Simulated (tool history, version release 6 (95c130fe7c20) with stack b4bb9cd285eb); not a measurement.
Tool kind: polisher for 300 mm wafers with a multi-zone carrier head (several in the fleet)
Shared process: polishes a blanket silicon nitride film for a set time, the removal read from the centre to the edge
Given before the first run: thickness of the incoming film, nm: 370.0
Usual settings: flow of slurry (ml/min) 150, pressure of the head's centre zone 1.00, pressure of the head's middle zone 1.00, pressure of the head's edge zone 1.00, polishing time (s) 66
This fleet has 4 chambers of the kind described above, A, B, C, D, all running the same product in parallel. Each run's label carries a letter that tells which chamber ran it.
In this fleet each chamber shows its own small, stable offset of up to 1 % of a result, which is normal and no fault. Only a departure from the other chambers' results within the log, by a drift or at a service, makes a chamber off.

| run | hour | flow of slurry (ml/min) | pressure of the head's centre zone | pressure of the head's middle zone | pressure of the head's edge zone | polishing time (s) | wafers polished on this pad | hours since the slurry nozzle was cleaned | hours since the centre zone pressure was calibrated | hours since the edge zone pressure was calibrated | film removed at the wafer's centre (Å) | film removed at mid-radius (Å) | film removed at the wafer's edge (Å) |
|---|---|---|---|---|---|---|---|---|---|---|---|---|---|
|  | 6.0 | chamber A: centre zone pressure recalibrated |
|  | 8.0 | chamber D: worn pad replaced by a new one |
| 1A | 10.2 | 150 | 1.00 | 1.00 | 1.00 | 66 | 1008 | 29.0 | 4.3 | 323.6 | 1070.40 | 1057.40 | 1075.30 |
|  | 10.6 | chamber D: slurry nozzle cleaned |
| 2D | 18.2 | 150 | 1.00 | 1.00 | 1.00 | 66 | 124 | 7.6 | 444.9 | 355.3 | 1072.90 | 1082.30 | 1053.60 |
|  | 24.2 | chamber A: worn pad replaced by a new one |
| 3B | 32.4 | 150 | 1.00 | 1.00 | 1.00 | 66 | 1020 | 171.7 | 296.0 | 615.7 | 1056.50 | 1051.00 | 1058.20 |
| 4C | 39.4 | 150 | 1.00 | 1.00 | 1.00 | 66 | 745 | 314.1 | 1177.4 | 86.7 | 1061.40 | 1085.80 | 1061.60 |
|  | 42.8 | chamber B: worn pad replaced by a new one |
| 5B | 45.6 | 150 | 1.00 | 1.00 | 1.00 | 66 | 35 | 184.9 | 309.2 | 628.9 | 1058.60 | 1070.30 | 1080.90 |
| 6D | 56.7 | 150 | 1.00 | 1.00 | 1.00 | 66 | 592 | 46.1 | 483.4 | 393.8 | 1063.80 | 1067.20 | 1054.00 |
|  | 58.4 | chamber D: worn pad replaced by a new one |
| 7A | 65.5 | 150 | 0.95 | 1.00 | 0.93 | 66 | 502 | 84.3 | 59.6 | 378.9 | 1024.20 | 1073.00 | 1041.70 |
| 8C | 73.5 | 150 | 0.95 | 1.00 | 0.93 | 66 | 1159 | 348.2 | 1211.5 | 120.8 | 1004.40 | 1068.00 | 1028.30 |
|  | 80.5 | chamber D: edge zone pressure recalibrated |
|  | 83.7 | chamber C: slurry nozzle cleaned |
| 9B | 85.0 | 150 | 0.95 | 1.00 | 0.93 | 66 | 513 | 224.3 | 348.6 | 668.3 | 1009.30 | 1078.00 | 1039.10 |
| 10C | 91.4 | 150 | 0.95 | 1.00 | 0.93 | 66 | 1376 | 7.8 | 1229.4 | 138.7 | 1002.20 | 1051.90 | 1018.40 |
| 11A | 101.9 | 120 | 1.00 | 1.00 | 1.04 | 66 | 944 | 120.7 | 96.0 | 415.3 | 1004.50 | 1042.80 | 1068.00 |
| 12D | 113.4 | 120 | 1.00 | 1.00 | 1.04 | 66 | 668 | 102.8 | 540.1 | 32.9 | 1016.50 | 1028.20 | 1045.90 |
|  | 116.0 | chamber D: worn pad replaced by a new one |
|  | 117.3 | chamber A: worn pad replaced by a new one |
| 13B | 124.1 | 120 | 1.00 | 1.00 | 1.04 | 66 | 988 | 263.4 | 387.7 | 707.4 | 986.79 | 1040.60 | 1053.50 |
| 14A | 134.7 | 120 | 1.00 | 1.00 | 1.04 | 66 | 212 | 153.5 | 128.8 | 448.1 | 1014.00 | 1031.00 | 1066.60 |
|  | 143.1 | chamber B: worn pad replaced by a new one |
| 15C | 143.9 | 150 | 1.00 | 1.00 | 1.00 | 66 | 2014 | 60.3 | 1281.9 | 191.2 | 1023.10 | 1024.80 | 1044.50 |
| 16D | 154.8 | 150 | 1.00 | 1.00 | 1.00 | 66 | 471 | 144.2 | 581.5 | 74.3 | 1064.50 | 1049.60 | 1076.20 |
| 17C | 161.6 | 150 | 1.00 | 1.07 | 1.00 | 66 | 2229 | 78.0 | 1299.6 | 208.9 | 1027.70 | 1085.80 | 1024.50 |
|  | 169.1 | chamber D: worn pad replaced by a new one |
| 18A | 172.3 | 150 | 1.00 | 1.07 | 1.00 | 66 | 668 | 191.1 | 166.4 | 485.7 | 1063.10 | 1149.80 | 1062.00 |
| 19B | 184.1 | 150 | 1.00 | 1.07 | 1.00 | 66 | 498 | 323.4 | 447.7 | 767.4 | 1065.30 | 1109.70 | 1078.20 |
|  | 187.5 | chamber B: slurry nozzle cleaned |
|  | 193.9 | chamber A: worn pad replaced by a new one |
| 20D | 194.4 | 150 | 1.00 | 1.07 | 1.00 | 66 | 307 | 183.8 | 621.1 | 113.9 | 1067.10 | 1146.30 | 1071.20 |
| 21B | 205.3 | 150 | 1.00 | 1.00 | 1.00 | 66 | 756 | 17.8 | 468.9 | 788.6 | 1062.40 | 1067.00 | 1081.10 |
| 22A | 215.8 | 150 | 1.00 | 1.00 | 1.00 | 66 | 267 | 234.6 | 209.9 | 529.2 | 1071.50 | 1051.60 | 1062.00 |
| 23D | 223.9 | 150 | 1.00 | 1.00 | 1.00 | 66 | 665 | 213.3 | 650.6 | 143.4 | 1077.40 | 1064.10 | 1084.00 |
|  | 233.6 | chamber D: worn pad replaced by a new one |
| 24C | 234.6 | 120 | 1.00 | 1.00 | 1.00 | 66 | 3115 | 151.0 | 1372.6 | 281.9 | 933.46 | 938.85 | 945.49 |
| 25D | 242.2 | 120 | 1.00 | 1.00 | 1.00 | 66 | 105 | 231.6 | 668.9 | 161.7 | 1006.40 | 1040.00 | 1041.20 |
|  | 249.1 | chamber B: worn pad replaced by a new one |
| 26B | 254.0 | 120 | 1.00 | 1.00 | 1.00 | 66 | 60 | 66.5 | 517.6 | 837.3 | 1010.00 | 1024.10 | 1038.50 |

One chamber off, gauge drift, or nothing amiss beyond the chambers' own small offsets? If it is a chamber, which one, and what is the likeliest cause?

Chamber C drifts away from the others.
Most likely cause: removal rate lost through wear of the pad, % = 10.1.
The log may not separate it from: slurry flow missing at the pad, %.

Below are 4 candidate recipes for chamber C's next run, each the usual settings with a change, their results shown as question marks. Which of them brings C's results back in line with what the other chambers give on the usual settings?
In line means no further than this from the other chambers' mean on the usual settings: film removed at the wafer's centre (Å) 30.00; film removed at mid-radius (Å) 55.00; film removed at the wafer's edge (Å) 45.00
| 27C-1 | 264.3 | 150 | 1.00 | 1.00 | 1.00 | 70 |  |  |  |  | ? | ? | ? |
| 27C-2 | 264.3 | 150 | 1.00 | 1.00 | 1.00 | 62 |  |  |  |  | ? | ? | ? |
| 27C-3 | 264.3 | 150 | 0.99 | 1.00 | 1.00 | 60 |  |  |  |  | ? | ? | ? |
| 27C-4 | 264.3 | 150 | 1.01 | 1.00 | 1.00 | 73 |  |  |  |  | ? | ? | ? |

The mean the other chambers reach with the usual settings: film removed at the wafer's centre (Å) 1068.60; film removed at mid-radius (Å) 1071.50; film removed at the wafer's edge (Å) 1071.50
| run | film removed at the wafer's centre (Å) | film removed at mid-radius (Å) | film removed at the wafer's edge (Å) |
|---|---|---|---|
| 27C-1 | 1011.40 | 1014.90 | 1017.70 |
| 27C-2 | 895.85 | 898.91 | 901.39 |
| 27C-3 | 857.31 | 869.96 | 872.32 |
| 27C-4 | 1066.50 | 1058.30 | 1061.30 |
The answer is 27C-4, which returns the chamber to within the allowed miss of the others.
